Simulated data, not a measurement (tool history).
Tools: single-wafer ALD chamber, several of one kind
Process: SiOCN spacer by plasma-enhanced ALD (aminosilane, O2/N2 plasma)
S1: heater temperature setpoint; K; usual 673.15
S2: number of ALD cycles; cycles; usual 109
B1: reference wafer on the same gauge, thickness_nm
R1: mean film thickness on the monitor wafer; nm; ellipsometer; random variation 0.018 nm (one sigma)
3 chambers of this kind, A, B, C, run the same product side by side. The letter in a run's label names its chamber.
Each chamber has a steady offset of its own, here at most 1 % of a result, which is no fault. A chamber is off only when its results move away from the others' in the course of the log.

run   hour      S1   S2      B1      R1
 1A    7.2  673.15  109  5.4798  6.6147
 2C   13.6  673.15  109  5.4788  6.6118
 3B   20.0  673.15  109  5.4807  6.5705
 4C   28.8  673.15  109  5.4780  6.5621
 5B   38.4  673.15  109  5.4813  6.5813
 6A   46.1  673.15  109  5.4794  6.6149
 7C   52.0  673.15  123  5.4805  7.3980
 8B   58.8  673.15  123  5.4802  7.4555
 9A   67.4  673.15  123  5.4820  7.4844
10B   72.4  673.15  109  5.4810  6.6094
11A   82.0  673.15  109  5.4808  6.6502
12C   91.7  673.15  109  5.4828  6.5621
13C   96.3  663.15   96  5.4787  5.7965
14B  103.3  663.15   96  5.4779  5.7988
15A  108.4  663.15   96  5.4805  5.8467
16C  118.8  673.15  109  5.4749  6.5845
17A  128.1  673.15  109  5.4821  6.6027
18B  137.9  673.15  109  5.4827  6.5901
19A  147.7  673.15  109  5.4828  6.6396
20C  156.9  673.15  109  5.4817  6.5788
21B  161.7  673.15  109  5.4809  6.5640
22B  166.5  687.15  109  5.4787  6.2973
     170.4  -- chamber C: thermocouple changed; heater temperature recalibrated
23C  172.8  687.15  109  5.4816  6.2786
24A  181.3  687.15  109  5.4789  6.3096
25A  187.7  673.15  109  5.4785  6.5879
26B  192.4  682.15  109  5.4773  6.4103
27C  198.3  682.15  109  5.4764  6.3732
28A  206.3  682.15  109  5.4830  6.4502
29C  212.5  673.15  109  5.4785  6.5501

All 3 chambers run these settings next. Forecast each chamber's results:
30A  219.9  669.15  109       ?
30B  219.9  669.15  109       ?
30C  219.9  669.15  109       ?

run      R1
30A  6.6285
30B  6.5725
30C  6.5806
